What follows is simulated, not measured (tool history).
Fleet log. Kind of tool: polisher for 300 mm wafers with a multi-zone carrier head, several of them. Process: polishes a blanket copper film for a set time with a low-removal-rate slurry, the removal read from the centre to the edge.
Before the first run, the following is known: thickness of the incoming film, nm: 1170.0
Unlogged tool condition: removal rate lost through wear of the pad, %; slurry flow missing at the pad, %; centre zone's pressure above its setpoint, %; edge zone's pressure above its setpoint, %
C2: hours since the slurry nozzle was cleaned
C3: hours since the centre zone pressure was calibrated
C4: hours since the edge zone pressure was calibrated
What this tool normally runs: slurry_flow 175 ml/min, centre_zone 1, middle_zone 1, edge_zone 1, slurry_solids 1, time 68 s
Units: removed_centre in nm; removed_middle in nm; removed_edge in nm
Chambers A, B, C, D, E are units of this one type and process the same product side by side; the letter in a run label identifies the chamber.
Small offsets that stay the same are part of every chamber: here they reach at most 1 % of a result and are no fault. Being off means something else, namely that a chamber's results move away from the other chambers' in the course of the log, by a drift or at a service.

{"run": "1B", "hour": 6.3, "slurry_flow": 175, "centre_zone": 1, "middle_zone": 1, "edge_zone": 1, "slurry_solids": 1, "time": 68, "wafers polished on this pad": 89, "C2": 145.1, "C3": 332.7, "C4": 711.4, "removed_centre": 213.46, "removed_middle": 215.27, "removed_edge": 207.5}
{"run": "2E", "hour": 20.1, "slurry_flow": 175, "centre_zone": 1, "middle_zone": 1, "edge_zone": 1, "slurry_solids": 1, "time": 68, "wafers polished on this pad": 1001, "C2": 593.4, "C3": 521.5, "C4": 476, "removed_centre": 216.89, "removed_middle": 216.56, "removed_edge": 215.76}
{"run": "3A", "hour": 28.2, "slurry_flow": 175, "centre_zone": 1, "middle_zone": 1, "edge_zone": 1, "slurry_solids": 1, "time": 68, "wafers polished on this pad": 1097, "C2": 467.7, "C3": 928, "C4": 53.7, "removed_centre": 211.96, "removed_middle": 216.35, "removed_edge": 209.92}
{"run": "4D", "hour": 39.5, "slurry_flow": 175, "centre_zone": 1, "middle_zone": 1, "edge_zone": 1, "slurry_solids": 1, "time": 68, "wafers polished on this pad": 771, "C2": 350.6, "C3": 491.8, "C4": 442.4, "removed_centre": 214.48, "removed_middle": 215.59, "removed_edge": 212.31}
{"hour": 44.5, "done": "chamber E: worn pad replaced by a new one"}
{"run": "5C", "hour": 46.6, "slurry_flow": 175, "centre_zone": 1, "middle_zone": 1, "edge_zone": 1, "slurry_solids": 1, "time": 68, "wafers polished on this pad": 412, "C2": 401.6, "C3": 553.7, "C4": 311.2, "removed_centre": 211.18, "removed_middle": 209.85, "removed_edge": 214.75}
{"run": "6A", "hour": 57.3, "slurry_flow": 175, "centre_zone": 1, "middle_zone": 1, "edge_zone": 1, "slurry_solids": 1, "time": 68, "wafers polished on this pad": 1293, "C2": 496.8, "C3": 957.1, "C4": 82.8, "removed_centre": 217.71, "removed_middle": 214.8, "removed_edge": 211.31}
{"hour": 60.1, "done": "chamber C: slurry nozzle cleaned"}
{"hour": 63.4, "done": "chamber A: worn pad replaced by a new one"}
{"run": "7E", "hour": 69.4, "slurry_flow": 175, "centre_zone": 1, "middle_zone": 1, "edge_zone": 1, "slurry_solids": 1, "time": 68, "wafers polished on this pad": 168, "C2": 642.7, "C3": 570.8, "C4": 525.3, "removed_centre": 217.57, "removed_middle": 211.05, "removed_edge": 214.08}
{"hour": 75.3, "done": "chamber C: worn pad replaced by a new one"}
{"run": "8D", "hour": 80.7, "slurry_flow": 175, "centre_zone": 1, "middle_zone": 1, "edge_zone": 1, "slurry_solids": 1, "time": 68, "wafers polished on this pad": 1048, "C2": 391.8, "C3": 533, "C4": 483.6, "removed_centre": 210.74, "removed_middle": 216.33, "removed_edge": 211.81}
{"hour": 81.0, "done": "chamber E: centre zone pressure recalibrated"}
{"hour": 86.0, "done": "chamber B: worn pad replaced by a new one"}
{"hour": 88.6, "done": "chamber D: worn pad replaced by a new one"}
{"run": "9B", "hour": 90.8, "slurry_flow": 175, "centre_zone": 1, "middle_zone": 1, "edge_zone": 1, "slurry_solids": 1, "time": 68, "wafers polished on this pad": 32, "C2": 229.6, "C3": 417.2, "C4": 795.9, "removed_centre": 216.59, "removed_middle": 211.09, "removed_edge": 213.46}
{"run": "10C", "hour": 101.4, "slurry_flow": 175, "centre_zone": 1, "middle_zone": 1, "edge_zone": 1, "slurry_solids": 1, "time": 68, "wafers polished on this pad": 176, "C2": 41.3, "C3": 608.5, "C4": 366, "removed_centre": 215.58, "removed_middle": 208.75, "removed_edge": 212.19}
{"hour": 104.9, "done": "chamber A: centre zone pressure recalibrated"}
{"hour": 106.0, "done": "chamber D: edge zone pressure recalibrated"}
{"run": "11B", "hour": 107.8, "slurry_flow": 175, "centre_zone": 1, "middle_zone": 1.09, "edge_zone": 1, "slurry_solids": 1, "time": 68, "wafers polished on this pad": 147, "C2": 246.6, "C3": 434.2, "C4": 812.9, "removed_centre": 214.77, "removed_middle": 229.39, "removed_edge": 213.8}
{"run": "12D", "hour": 118.8, "slurry_flow": 175, "centre_zone": 1, "middle_zone": 1.09, "edge_zone": 1, "slurry_solids": 1, "time": 68, "wafers polished on this pad": 203, "C2": 429.9, "C3": 571.1, "C4": 12.9, "removed_centre": 210.21, "removed_middle": 230.75, "removed_edge": 208.31}
{"hour": 126.1, "done": "chamber D: centre zone pressure recalibrated"}
{"run": "13E", "hour": 128.1, "slurry_flow": 175, "centre_zone": 1, "middle_zone": 1.09, "edge_zone": 1, "slurry_solids": 1, "time": 68, "wafers polished on this pad": 564, "C2": 701.4, "C3": 47.1, "C4": 584, "removed_centre": 211.65, "removed_middle": 227.92, "removed_edge": 211.85}
{"run": "14C", "hour": 140.9, "slurry_flow": 175, "centre_zone": 1, "middle_zone": 1.09, "edge_zone": 1, "slurry_solids": 1, "time": 68, "wafers polished on this pad": 442, "C2": 80.8, "C3": 648, "C4": 405.5, "removed_centre": 207.1, "removed_middle": 236.06, "removed_edge": 209.16}
{"run": "15A", "hour": 153.5, "slurry_flow": 175, "centre_zone": 1, "middle_zone": 1.09, "edge_zone": 1, "slurry_solids": 1, "time": 68, "wafers polished on this pad": 607, "C2": 593, "C3": 48.6, "C4": 179, "removed_centre": 213.64, "removed_middle": 228.67, "removed_edge": 211.4}
{"hour": 158.0, "done": "chamber A: slurry nozzle cleaned"}
{"hour": 164.1, "done": "chamber C: worn pad replaced by a new one"}
{"run": "16A", "hour": 164.8, "slurry_flow": 175, "centre_zone": 1, "middle_zone": 1, "edge_zone": 1, "slurry_solids": 1, "time": 68, "wafers polished on this pad": 683, "C2": 6.8, "C3": 59.9, "C4": 190.3, "removed_centre": 211.79, "removed_middle": 215.2, "removed_edge": 217.24}
{"run": "17B", "hour": 171.8, "slurry_flow": 175, "centre_zone": 1, "middle_zone": 1, "edge_zone": 1, "slurry_solids": 1, "time": 68, "wafers polished on this pad": 578, "C2": 310.6, "C3": 498.2, "C4": 876.9, "removed_centre": 217.69, "removed_middle": 209.36, "removed_edge": 210.8}
{"run": "18C", "hour": 185.0, "slurry_flow": 175, "centre_zone": 1, "middle_zone": 1, "edge_zone": 1, "slurry_solids": 1, "time": 68, "wafers polished on this pad": 141, "C2": 124.9, "C3": 692.1, "C4": 449.6, "removed_centre": 218.56, "removed_middle": 217.27, "removed_edge": 213.25}
{"hour": 192.1, "done": "chamber D: slurry nozzle cleaned"}
{"run": "19E", "hour": 196.7, "slurry_flow": 175, "centre_zone": 1, "middle_zone": 1, "edge_zone": 1, "slurry_solids": 1, "time": 68, "wafers polished on this pad": 1026, "C2": 770, "C3": 115.7, "C4": 652.6, "removed_centre": 210.05, "removed_middle": 209.54, "removed_edge": 209.49}
{"hour": 202.8, "done": "chamber B: worn pad replaced by a new one"}
{"run": "20D", "hour": 204.6, "slurry_flow": 175, "centre_zone": 1, "middle_zone": 1, "edge_zone": 1, "slurry_solids": 1, "time": 68, "wafers polished on this pad": 782, "C2": 12.5, "C3": 78.5, "C4": 98.7, "removed_centre": 212.79, "removed_middle": 211.03, "removed_edge": 210.88}
{"hour": 209.5, "done": "chamber E: worn pad replaced by a new one"}
{"run": "21A", "hour": 217.7, "slurry_flow": 175, "centre_zone": 1, "middle_zone": 1, "edge_zone": 1, "slurry_solids": 1, "time": 68, "wafers polished on this pad": 1040, "C2": 59.7, "C3": 112.8, "C4": 243.2, "removed_centre": 214.44, "removed_middle": 217.88, "removed_edge": 212.17}
{"run": "22C", "hour": 226.0, "slurry_flow": 175, "centre_zone": 1, "middle_zone": 1, "edge_zone": 1, "slurry_solids": 1, "time": 68, "wafers polished on this pad": 417, "C2": 165.9, "C3": 733.1, "C4": 490.6, "removed_centre": 216.6, "removed_middle": 212.24, "removed_edge": 208.34}
{"run": "23D", "hour": 240.4, "slurry_flow": 175, "centre_zone": 1, "middle_zone": 1, "edge_zone": 1, "slurry_solids": 1, "time": 68, "wafers polished on this pad": 1023, "C2": 48.3, "C3": 114.3, "C4": 134.5, "removed_centre": 209.02, "removed_middle": 210.5, "removed_edge": 208.75}
{"hour": 246.1, "done": "chamber D: worn pad replaced by a new one"}
{"hour": 248.3, "done": "chamber C: worn pad replaced by a new one"}
{"run": "24E", "hour": 253.1, "slurry_flow": 175, "centre_zone": 1, "middle_zone": 0.9, "edge_zone": 1, "slurry_solids": 1, "time": 48, "wafers polished on this pad": 294, "C2": 826.4, "C3": 172.1, "C4": 709, "removed_centre": 144.91, "removed_middle": 132.62, "removed_edge": 149.55}
{"run": "25B", "hour": 266.9, "slurry_flow": 175, "centre_zone": 1, "middle_zone": 0.9, "edge_zone": 1, "slurry_solids": 1, "time": 48, "wafers polished on this pad": 432, "C2": 405.7, "C3": 593.3, "C4": 972, "removed_centre": 153.11, "removed_middle": 134.54, "removed_edge": 151.04}
{"hour": 267.8, "done": "chamber A: worn pad replaced by a new one"}
{"run": "26A", "hour": 280.4, "slurry_flow": 175, "centre_zone": 1, "middle_zone": 0.9, "edge_zone": 1, "slurry_solids": 1, "time": 48, "wafers polished on this pad": 85, "C2": 122.4, "C3": 175.5, "C4": 305.9, "removed_centre": 149.23, "removed_middle": 138.13, "removed_edge": 150.12}
{"run": "27C", "hour": 288.3, "slurry_flow": 175, "centre_zone": 1, "middle_zone": 0.9, "edge_zone": 1, "slurry_solids": 1, "time": 48, "wafers polished on this pad": 269, "C2": 228.2, "C3": 795.4, "C4": 552.9, "removed_centre": 147.22, "removed_middle": 138.86, "removed_edge": 149.94}
{"run": "28D", "hour": 295.1, "slurry_flow": 175, "centre_zone": 1, "middle_zone": 0.9, "edge_zone": 1, "slurry_solids": 1, "time": 48, "wafers polished on this pad": 330, "C2": 103, "C3": 169, "C4": 189.2, "removed_centre": 152.62, "removed_middle": 138.04, "removed_edge": 151.68}
{"hour": 300.0, "done": "chamber B: worn pad replaced by a new one"}
{"run": "29E", "hour": 309.3, "slurry_flow": 175, "centre_zone": 1, "middle_zone": 1, "edge_zone": 1, "slurry_solids": 1, "time": 68, "wafers polished on this pad": 673, "C2": 882.6, "C3": 228.3, "C4": 765.2, "removed_centre": 201.18, "removed_middle": 200.09, "removed_edge": 206.66}
{"run": "30B", "hour": 318.3, "slurry_flow": 155, "centre_zone": 1, "middle_zone": 1, "edge_zone": 1, "slurry_solids": 1, "time": 49, "wafers polished on this pad": 123, "C2": 457.1, "C3": 644.7, "C4": 1023.4, "removed_centre": 151.65, "removed_middle": 148.96, "removed_edge": 151.27}
{"run": "31B", "hour": 327.4, "slurry_flow": 155, "centre_zone": 1, "middle_zone": 1, "edge_zone": 1, "slurry_solids": 1, "time": 49, "wafers polished on this pad": 184, "C2": 466.2, "C3": 653.8, "C4": 1032.5, "removed_centre": 153.55, "removed_middle": 148.88, "removed_edge": 152.53}
{"hour": 331.3, "done": "chamber C: worn pad replaced by a new one"}
{"run": "32D", "hour": 337.7, "slurry_flow": 155, "centre_zone": 1, "middle_zone": 1, "edge_zone": 1, "slurry_solids": 1, "time": 49, "wafers polished on this pad": 617, "C2": 145.6, "C3": 211.6, "C4": 231.8, "removed_centre": 149.84, "removed_middle": 149.28, "removed_edge": 151.5}
{"run": "33C", "hour": 345.3, "slurry_flow": 155, "centre_zone": 1, "middle_zone": 1, "edge_zone": 1, "slurry_solids": 1, "time": 49, "wafers polished on this pad": 94, "C2": 285.2, "C3": 852.4, "C4": 609.9, "removed_centre": 150.56, "removed_middle": 148.56, "removed_edge": 149.39}
{"hour": 350.6, "done": "chamber E: edge zone pressure recalibrated"}
{"run": "34E", "hour": 352.1, "slurry_flow": 155, "centre_zone": 1, "middle_zone": 1, "edge_zone": 1, "slurry_solids": 1, "time": 49, "wafers polished on this pad": 961, "C2": 925.4, "C3": 271.1, "C4": 1.5, "removed_centre": 132.78, "removed_middle": 139.96, "removed_edge": 141.38}
{"run": "35A", "hour": 359.0, "slurry_flow": 175, "centre_zone": 1, "middle_zone": 1, "edge_zone": 1, "slurry_solids": 1, "time": 68, "wafers polished on this pad": 614, "C2": 201, "C3": 254.1, "C4": 384.5, "removed_centre": 215.67, "removed_middle": 215.98, "removed_edge": 211.79}
{"run": "36E", "hour": 373.4, "slurry_flow": 175, "centre_zone": 1, "middle_zone": 1, "edge_zone": 1, "slurry_solids": 1, "time": 68, "wafers polished on this pad": 1105, "C2": 946.7, "C3": 292.4, "C4": 22.8, "removed_centre": 194.78, "removed_middle": 194.78, "removed_edge": 200.14}
{"run": "37C", "hour": 387.5, "slurry_flow": 175, "centre_zone": 1, "middle_zone": 1, "edge_zone": 1, "slurry_solids": 1, "time": 68, "wafers polished on this pad": 379, "C2": 327.4, "C3": 894.6, "C4": 652.1, "removed_centre": 210.5, "removed_middle": 212.73, "removed_edge": 212.35}

All chambers now run identical settings, listed one chamber a line with results as question marks. What results will each chamber show?
{"run": "38A", "hour": 397.9, "slurry_flow": 175, "centre_zone": 1, "middle_zone": 1, "edge_zone": 1, "slurry_solids": 1, "time": 68, "removed_centre": "?", "removed_middle": "?", "removed_edge": "?"}
{"run": "38B", "hour": 397.9, "slurry_flow": 175, "centre_zone": 1, "middle_zone": 1, "edge_zone": 1, "slurry_solids": 1, "time": 68, "removed_centre": "?", "removed_middle": "?", "removed_edge": "?"}
{"run": "38C", "hour": 397.9, "slurry_flow": 175, "centre_zone": 1, "middle_zone": 1, "edge_zone": 1, "slurry_solids": 1, "time": 68, "removed_centre": "?", "removed_middle": "?", "removed_edge": "?"}
{"run": "38D", "hour": 397.9, "slurry_flow": 175, "centre_zone": 1, "middle_zone": 1, "edge_zone": 1, "slurry_solids": 1, "time": 68, "removed_centre": "?", "removed_middle": "?", "removed_edge": "?"}
{"run": "38E", "hour": 397.9, "slurry_flow": 175, "centre_zone": 1, "middle_zone": 1, "edge_zone": 1, "slurry_solids": 1, "time": 68, "removed_centre": "?", "removed_middle": "?", "removed_edge": "?"}

run=38A removed_centre=212.03 removed_middle=216.11 removed_edge=216.72
run=38B removed_centre=210.84 removed_middle=207.98 removed_edge=211.16
run=38C removed_centre=213 removed_middle=217.63 removed_edge=209.68
run=38D removed_centre=210.66 removed_middle=214.29 removed_edge=213.45
run=38E removed_centre=188.72 removed_middle=193.58 removed_edge=197.92

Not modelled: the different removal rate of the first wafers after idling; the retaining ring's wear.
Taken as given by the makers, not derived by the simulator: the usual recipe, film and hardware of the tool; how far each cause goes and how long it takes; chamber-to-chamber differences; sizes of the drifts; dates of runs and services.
